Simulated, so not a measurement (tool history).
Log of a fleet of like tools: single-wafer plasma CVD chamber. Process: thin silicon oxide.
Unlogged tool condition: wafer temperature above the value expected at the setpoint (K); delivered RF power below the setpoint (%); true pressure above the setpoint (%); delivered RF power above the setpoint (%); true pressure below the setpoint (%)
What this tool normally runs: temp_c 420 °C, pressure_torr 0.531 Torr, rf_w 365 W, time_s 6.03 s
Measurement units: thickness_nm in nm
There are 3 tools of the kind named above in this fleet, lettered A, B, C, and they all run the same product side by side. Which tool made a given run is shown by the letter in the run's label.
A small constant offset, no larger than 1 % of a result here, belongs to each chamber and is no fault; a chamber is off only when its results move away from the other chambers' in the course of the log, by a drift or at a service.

| run | hour | temp_c | pressure_torr | rf_w | time_s | hours since the last thermocouple change | hours since the last RF generator calibration | hours since the last manometer calibration | read-back reference wafer on the same gauge, thickness_nm | thickness_nm |
|---|---|---|---|---|---|---|---|---|---|---|
| 1A | 4.1 | 420 | 0.531 | 365 | 6.03 | 393.4 | 924.3 | 417.8 | 9.1845 | 7.5824 |
| 2B | 7.6 | 420 | 0.531 | 365 | 6.03 | 614.3 | 16.6 | 1044.7 | 9.1809 | 7.6314 |
| 3C | 10.4 | 420 | 0.531 | 365 | 6.03 | 2099.6 | 1100.4 | 1141.9 | 9.1659 | 7.6147 |
| 4B | 12.9 | 420 | 0.531 | 365 | 6.03 | 619.6 | 21.9 | 1050.0 | 9.1842 | 7.6539 |
| 5A | 17.1 | 420 | 0.531 | 365 | 6.03 | 406.4 | 937.3 | 430.8 | 9.1938 | 7.5653 |
| 6C | 20.0 | 420 | 0.531 | 365 | 6.03 | 2109.2 | 1110.0 | 1151.5 | 9.1747 | 7.7116 |
| 7B | 22.4 | 420 | 0.531 | 365 | 6.03 | 629.1 | 31.4 | 1059.5 | 9.1779 | 7.5547 |
| 8A | 26.8 | 420 | 0.531 | 365 | 6.03 | 416.1 | 947.0 | 440.5 | 9.1836 | 7.6040 |
| 9C | 30.7 | 420 | 0.531 | 365 | 6.03 | 2119.9 | 1120.7 | 1162.2 | 9.1658 | 7.7578 |
| 10B | 34.5 | 420 | 0.531 | 365 | 6.03 | 641.2 | 43.5 | 1071.6 | 9.1768 | 7.5688 |
| 11C | 37.4 | 434 | 0.531 | 415 | 6.03 | 2126.6 | 1127.4 | 1168.9 | 9.1803 | 7.9565 |
| 12A | 41.2 | 434 | 0.531 | 415 | 6.03 | 430.5 | 961.4 | 454.9 | 9.1768 | 7.8740 |
| 13B | 45.3 | 434 | 0.531 | 415 | 6.03 | 652.0 | 54.3 | 1082.4 | 9.1755 | 7.9519 |
| 14C | 47.6 | 420 | 0.531 | 365 | 6.03 | 2136.8 | 1137.6 | 1179.1 | 9.1807 | 7.6841 |
|  | 50.2 | chamber B: capacitance manometer re-zeroed and calibrated |
| 15A | 50.9 | 420 | 0.531 | 365 | 6.65 | 440.2 | 971.1 | 464.6 | 9.1831 | 8.4037 |
| 16C | 54.7 | 420 | 0.531 | 365 | 6.65 | 2143.9 | 1144.7 | 1186.2 | 9.1673 | 8.4653 |
| 17B | 59.0 | 420 | 0.531 | 365 | 6.65 | 665.7 | 68.0 | 8.8 | 9.1886 | 8.7978 |
| 18A | 63.1 | 420 | 0.531 | 365 | 6.03 | 452.4 | 983.3 | 476.8 | 9.1804 | 7.6230 |
| 19C | 65.8 | 420 | 0.531 | 365 | 7.11 | 2155.0 | 1155.8 | 1197.3 | 9.1743 | 9.0515 |
| 20A | 69.4 | 420 | 0.531 | 365 | 7.11 | 458.7 | 989.6 | 483.1 | 9.1730 | 8.9377 |
| 21B | 72.6 | 420 | 0.531 | 365 | 7.11 | 679.3 | 81.6 | 22.4 | 9.1761 | 9.3985 |
| 22C | 75.2 | 420 | 0.531 | 365 | 6.03 | 2164.4 | 1165.2 | 1206.7 | 9.1923 | 7.6335 |
| 23A | 79.5 | 420 | 0.531 | 365 | 6.03 | 468.8 | 999.7 | 493.2 | 9.1796 | 7.5564 |
| 24B | 83.0 | 420 | 0.531 | 365 | 6.03 | 689.7 | 92.0 | 32.8 | 9.1556 | 8.0006 |
| 25B | 85.9 | 420 | 0.600 | 365 | 6.03 | 692.6 | 94.9 | 35.7 | 9.1737 | 9.2262 |
| 26A | 88.2 | 420 | 0.600 | 365 | 6.03 | 477.5 | 1008.4 | 501.9 | 9.1824 | 8.6530 |
| 27C | 92.1 | 420 | 0.600 | 365 | 6.03 | 2181.3 | 1182.1 | 1223.6 | 9.1842 | 8.7584 |
| 28C | 96.2 | 420 | 0.531 | 365 | 6.03 | 2185.4 | 1186.2 | 1227.7 | 9.1840 | 7.6534 |
| 29B | 100.3 | 420 | 0.531 | 365 | 6.03 | 707.0 | 109.3 | 50.1 | 9.1859 | 7.9407 |
| 30A | 103.4 | 420 | 0.531 | 365 | 6.03 | 492.7 | 1023.6 | 517.1 | 9.1750 | 7.5771 |
| 31A | 106.1 | 420 | 0.531 | 365 | 6.03 | 495.4 | 1026.3 | 519.8 | 9.1851 | 7.6273 |
| 32C | 108.8 | 420 | 0.531 | 365 | 6.03 | 2198.0 | 1198.8 | 1240.3 | 9.1872 | 7.6992 |
| 33B | 112.4 | 420 | 0.531 | 365 | 6.03 | 719.1 | 121.4 | 62.2 | 9.1855 | 8.0207 |
| 34C | 114.7 | 420 | 0.531 | 365 | 6.03 | 2203.9 | 1204.7 | 1246.2 | 9.1817 | 7.7910 |
| 35A | 118.4 | 420 | 0.531 | 365 | 6.03 | 507.7 | 1038.6 | 532.1 | 9.1730 | 7.5691 |
| 36B | 120.7 | 420 | 0.531 | 365 | 6.03 | 727.4 | 129.7 | 70.5 | 9.1888 | 8.1116 |
| 37C | 123.4 | 420 | 0.531 | 365 | 6.03 | 2212.6 | 1213.4 | 1254.9 | 9.1813 | 7.6600 |
| 38B | 127.6 | 420 | 0.531 | 365 | 6.03 | 734.3 | 136.6 | 77.4 | 9.1747 | 8.0281 |
| 39A | 131.9 | 431 | 0.531 | 365 | 6.03 | 521.2 | 1052.1 | 545.6 | 9.1931 | 7.5327 |
| 40C | 135.1 | 431 | 0.531 | 365 | 6.03 | 2224.3 | 1225.1 | 1266.6 | 9.1749 | 7.5619 |
| 41A | 137.3 | 431 | 0.531 | 365 | 6.03 | 526.6 | 1057.5 | 551.0 | 9.1774 | 7.5762 |
| 42B | 140.8 | 420 | 0.531 | 365 | 5.63 | 747.5 | 149.8 | 90.6 | 9.1722 | 7.4149 |
| 43C | 144.0 | 420 | 0.531 | 365 | 5.63 | 2233.2 | 1234.0 | 1275.5 | 9.1764 | 7.1354 |
| 44B | 148.1 | 420 | 0.531 | 365 | 5.63 | 754.8 | 157.1 | 97.9 | 9.1757 | 7.4880 |

Has any chamber moved away from the others, gradually or after a service, or does the common gauge drift, or do the chambers differ only by their own small steady offsets? State the chamber and the most likely cause if one applies.

Chamber B has stood off from the others ever since a service on it.
What lies behind it: true pressure above the setpoint (%) = 4.44.

Here are 4 candidates for chamber B's next run, each the usual settings with a change, their results left as question marks. Which one brings its results back in line with what the others give on the usual settings?
A result is in line if it is within this distance of the other chambers' mean on the usual settings: thickness_nm 0.1600 nm
| 45B-1 | 151.3 | 420 | 0.535 | 365 | 6.05 |  |  |  |  | ? |
| 45B-2 | 151.3 | 420 | 0.525 | 365 | 6.03 |  |  |  |  | ? |
| 45B-3 | 151.3 | 420 | 0.516 | 365 | 5.93 |  |  |  |  | ? |
| 45B-4 | 151.3 | 420 | 0.546 | 365 | 6.13 |  |  |  |  | ? |

The mean the other chambers reach with the usual settings: thickness_nm 7.6419 nm
| run | thickness_nm |
|---|---|
| 45B-1 | 8.0886 |
| 45B-2 | 7.8952 |
| 45B-3 | 7.6173 |
| 45B-4 | 8.3821 |
45B-3 is the one that brings the chamber's results back in line with the other chambers.

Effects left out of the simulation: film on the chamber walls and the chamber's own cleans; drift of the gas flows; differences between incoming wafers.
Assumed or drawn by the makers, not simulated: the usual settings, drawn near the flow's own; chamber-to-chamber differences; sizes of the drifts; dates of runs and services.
